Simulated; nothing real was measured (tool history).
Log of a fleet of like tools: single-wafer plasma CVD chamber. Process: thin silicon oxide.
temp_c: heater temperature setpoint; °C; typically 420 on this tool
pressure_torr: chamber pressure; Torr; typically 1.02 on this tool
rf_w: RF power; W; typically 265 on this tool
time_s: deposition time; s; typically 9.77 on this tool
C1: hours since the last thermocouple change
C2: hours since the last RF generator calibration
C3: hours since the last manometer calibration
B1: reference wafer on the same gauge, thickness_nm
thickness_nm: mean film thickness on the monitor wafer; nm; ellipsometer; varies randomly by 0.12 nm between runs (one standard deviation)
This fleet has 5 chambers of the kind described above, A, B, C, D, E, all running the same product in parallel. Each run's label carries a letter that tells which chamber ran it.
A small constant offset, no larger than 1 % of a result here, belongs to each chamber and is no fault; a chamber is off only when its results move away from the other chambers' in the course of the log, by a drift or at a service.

run 1C hour=5.7 | temp_c=420 pressure_torr=1.02 rf_w=265 time_s=9.77 | C1=1647.9 C2=223.1 C3=354.6 | B1=20.375 | thickness_nm=20.507
run 2E hour=12.5 | temp_c=420 pressure_torr=1.02 rf_w=265 time_s=9.77 | C1=701.4 C2=949.1 C3=1831.1 | B1=20.38 | thickness_nm=20.535
run 3D hour=17.1 | temp_c=420 pressure_torr=1.02 rf_w=265 time_s=9.77 | C1=509.4 C2=290.6 C3=960.9 | B1=20.397 | thickness_nm=20.533
run 4B hour=27.5 | temp_c=420 pressure_torr=1.02 rf_w=265 time_s=9.77 | C1=407.9 C2=585.4 C3=2571.1 | B1=20.398 | thickness_nm=20.548
run 5A hour=36.9 | temp_c=420 pressure_torr=1.02 rf_w=265 time_s=9.77 | C1=862.1 C2=890.9 C3=1045.3 | B1=20.351 | thickness_nm=20.326
run 6C hour=47 | temp_c=420 pressure_torr=1.12 rf_w=265 time_s=11.54 | C1=1689.2 C2=264.4 C3=395.9 | B1=20.396 | thickness_nm=25.796
run 7B hour=54.9 | temp_c=420 pressure_torr=1.12 rf_w=265 time_s=11.54 | C1=435.3 C2=612.8 C3=2598.5 | B1=20.413 | thickness_nm=25.907
run 8E hour=62.8 | temp_c=420 pressure_torr=1.12 rf_w=265 time_s=11.54 | C1=751.7 C2=999.4 C3=1881.4 | B1=20.421 | thickness_nm=26.147
run 9A hour=68.8 | temp_c=420 pressure_torr=1.12 rf_w=265 time_s=11.54 | C1=894 C2=922.8 C3=1077.2 | B1=20.397 | thickness_nm=25.565
run 10D hour=78 | temp_c=420 pressure_torr=1.12 rf_w=265 time_s=11.54 | C1=570.3 C2=351.5 C3=1021.8 | B1=20.402 | thickness_nm=25.75
run 11C hour=88.3 | temp_c=420 pressure_torr=1.02 rf_w=265 time_s=9.77 | C1=1730.5 C2=305.7 C3=437.2 | B1=20.404 | thickness_nm=20.779
run 12D hour=97.7 | temp_c=420 pressure_torr=1.02 rf_w=265 time_s=9.77 | C1=590 C2=371.2 C3=1041.5 | B1=20.378 | thickness_nm=20.661
run 13E hour=105.2 | temp_c=420 pressure_torr=1.02 rf_w=265 time_s=9.77 | C1=794.1 C2=1041.8 C3=1923.8 | B1=20.385 | thickness_nm=20.483
run 14B hour=114.8 | temp_c=420 pressure_torr=1.02 rf_w=265 time_s=9.77 | C1=495.2 C2=672.7 C3=2658.4 | B1=20.418 | thickness_nm=20.615
run 15A hour=120.1 | temp_c=420 pressure_torr=1.02 rf_w=265 time_s=9.77 | C1=945.3 C2=974.1 C3=1128.5 | B1=20.38 | thickness_nm=20.282
run 16B hour=127.6 | temp_c=420 pressure_torr=1.02 rf_w=265 time_s=9.77 | C1=508 C2=685.5 C3=2671.2 | B1=20.387 | thickness_nm=20.578
run 17C hour=136.8 | temp_c=420 pressure_torr=1.02 rf_w=265 time_s=9.77 | C1=1779 C2=354.2 C3=485.7 | B1=20.375 | thickness_nm=20.369
run 18D hour=143.5 | temp_c=420 pressure_torr=1.02 rf_w=265 time_s=9.77 | C1=635.8 C2=417 C3=1087.3 | B1=20.39 | thickness_nm=20.469
run 19A hour=148.9 | temp_c=420 pressure_torr=1.02 rf_w=265 time_s=9.77 | C1=974.1 C2=1002.9 C3=1157.3 | B1=20.375 | thickness_nm=20.568
run 20E hour=154.6 | temp_c=420 pressure_torr=1.02 rf_w=265 time_s=9.77 | C1=843.5 C2=1091.2 C3=1973.2 | B1=20.403 | thickness_nm=20.724
run 21D hour=161.8 | temp_c=420 pressure_torr=1.02 rf_w=265 time_s=9.77 | C1=654.1 C2=435.3 C3=1105.6 | B1=20.406 | thickness_nm=20.664
run 22A hour=171.3 | temp_c=420 pressure_torr=1.02 rf_w=265 time_s=9.77 | C1=996.5 C2=1025.3 C3=1179.7 | B1=20.397 | thickness_nm=20.257
run 23E hour=177.4 | temp_c=420 pressure_torr=1.02 rf_w=265 time_s=9.77 | C1=866.3 C2=1114 C3=1996 | B1=20.407 | thickness_nm=20.631
run 24B hour=185.7 | temp_c=420 pressure_torr=1.02 rf_w=265 time_s=9.77 | C1=566.1 C2=743.6 C3=2729.3 | B1=20.429 | thickness_nm=20.622
run 25C hour=193.2 | temp_c=420 pressure_torr=1.02 rf_w=265 time_s=9.77 | C1=1835.4 C2=410.6 C3=542.1 | B1=20.367 | thickness_nm=20.394
run 26D hour=202.5 | temp_c=420 pressure_torr=1.02 rf_w=265 time_s=9.77 | C1=694.8 C2=476 C3=1146.3 | B1=20.417 | thickness_nm=20.291
run 27E hour=209.5 | temp_c=420 pressure_torr=1.02 rf_w=265 time_s=11.55 | C1=898.4 C2=1146.1 C3=2028.1 | B1=20.395 | thickness_nm=24.311
run 28C hour=217.1 | temp_c=420 pressure_torr=1.02 rf_w=265 time_s=11.55 | C1=1859.3 C2=434.5 C3=566 | B1=20.409 | thickness_nm=24.049
run 29A hour=226.8 | temp_c=420 pressure_torr=1.02 rf_w=265 time_s=11.55 | C1=1052 C2=1080.8 C3=1235.2 | B1=20.409 | thickness_nm=23.972
run 30B hour=235 | temp_c=420 pressure_torr=1.02 rf_w=265 time_s=11.55 | C1=615.4 C2=792.9 C3=2778.6 | B1=20.377 | thickness_nm=24.151
run 31B hour=242 | temp_c=420 pressure_torr=1.02 rf_w=265 time_s=11.55 | C1=622.4 C2=799.9 C3=2785.6 | B1=20.406 | thickness_nm=24.538
run 32E hour=250.2 | temp_c=420 pressure_torr=0.78 rf_w=265 time_s=10.8 | C1=939.1 C2=1186.8 C3=2068.8 | B1=20.421 | thickness_nm=18.078
run 33D hour=254.9 | temp_c=420 pressure_torr=0.78 rf_w=265 time_s=10.8 | C1=747.2 C2=528.4 C3=1198.7 | B1=20.396 | thickness_nm=17.909
run 34C hour=263.5 | temp_c=420 pressure_torr=0.78 rf_w=265 time_s=10.8 | C1=1905.7 C2=480.9 C3=612.4 | B1=20.406 | thickness_nm=18.023
run 35A hour=269.6 | temp_c=420 pressure_torr=0.78 rf_w=265 time_s=10.8 | C1=1094.8 C2=1123.6 C3=1278 | B1=20.407 | thickness_nm=18.002
run 36D hour=279.7 | temp_c=420 pressure_torr=0.78 rf_w=265 time_s=10.8 | C1=772 C2=553.2 C3=1223.5 | B1=20.417 | thickness_nm=18.159
run 37A hour=285.8 | temp_c=420 pressure_torr=1.02 rf_w=265 time_s=9.77 | C1=1111 C2=1139.8 C3=1294.2 | B1=20.408 | thickness_nm=20.267
run 38E hour=295.2 | temp_c=420 pressure_torr=1.02 rf_w=265 time_s=9.77 | C1=984.1 C2=1231.8 C3=2113.8 | B1=20.407 | thickness_nm=20.741
run 39C hour=300.4 | temp_c=420 pressure_torr=1.02 rf_w=265 time_s=9.77 | C1=1942.6 C2=517.8 C3=649.3 | B1=20.384 | thickness_nm=20.412
-- hour=302.7 chamber A: thermocouple changed; heater temperature recalibrated
run 40B hour=305.2 | temp_c=420 pressure_torr=1.02 rf_w=265 time_s=9.77 | C1=685.6 C2=863.1 C3=2848.8 | B1=20.417 | thickness_nm=20.447
run 41A hour=312.6 | temp_c=420 pressure_torr=1.02 rf_w=265 time_s=9.77 | C1=9.9 C2=1166.6 C3=1321 | B1=20.424 | thickness_nm=20.432
run 42C hour=319.6 | temp_c=420 pressure_torr=1.02 rf_w=265 time_s=9.77 | C1=1961.8 C2=537 C3=668.5 | B1=20.393 | thickness_nm=20.543

Each of the 5 chambers runs these same settings next. Fill in every chamber's results:
run 43A hour=327.1 | temp_c=420 pressure_torr=1.02 rf_w=265 time_s=9.77 | thickness_nm=?
run 43B hour=327.1 | temp_c=420 pressure_torr=1.02 rf_w=265 time_s=9.77 | thickness_nm=?
run 43C hour=327.1 | temp_c=420 pressure_torr=1.02 rf_w=265 time_s=9.77 | thickness_nm=?
run 43D hour=327.1 | temp_c=420 pressure_torr=1.02 rf_w=265 time_s=9.77 | thickness_nm=?
run 43E hour=327.1 | temp_c=420 pressure_torr=1.02 rf_w=265 time_s=9.77 | thickness_nm=?

run=43A thickness_nm=20.395
run=43B thickness_nm=20.762
run=43C thickness_nm=20.475
run=43D thickness_nm=20.343
run=43E thickness_nm=20.703
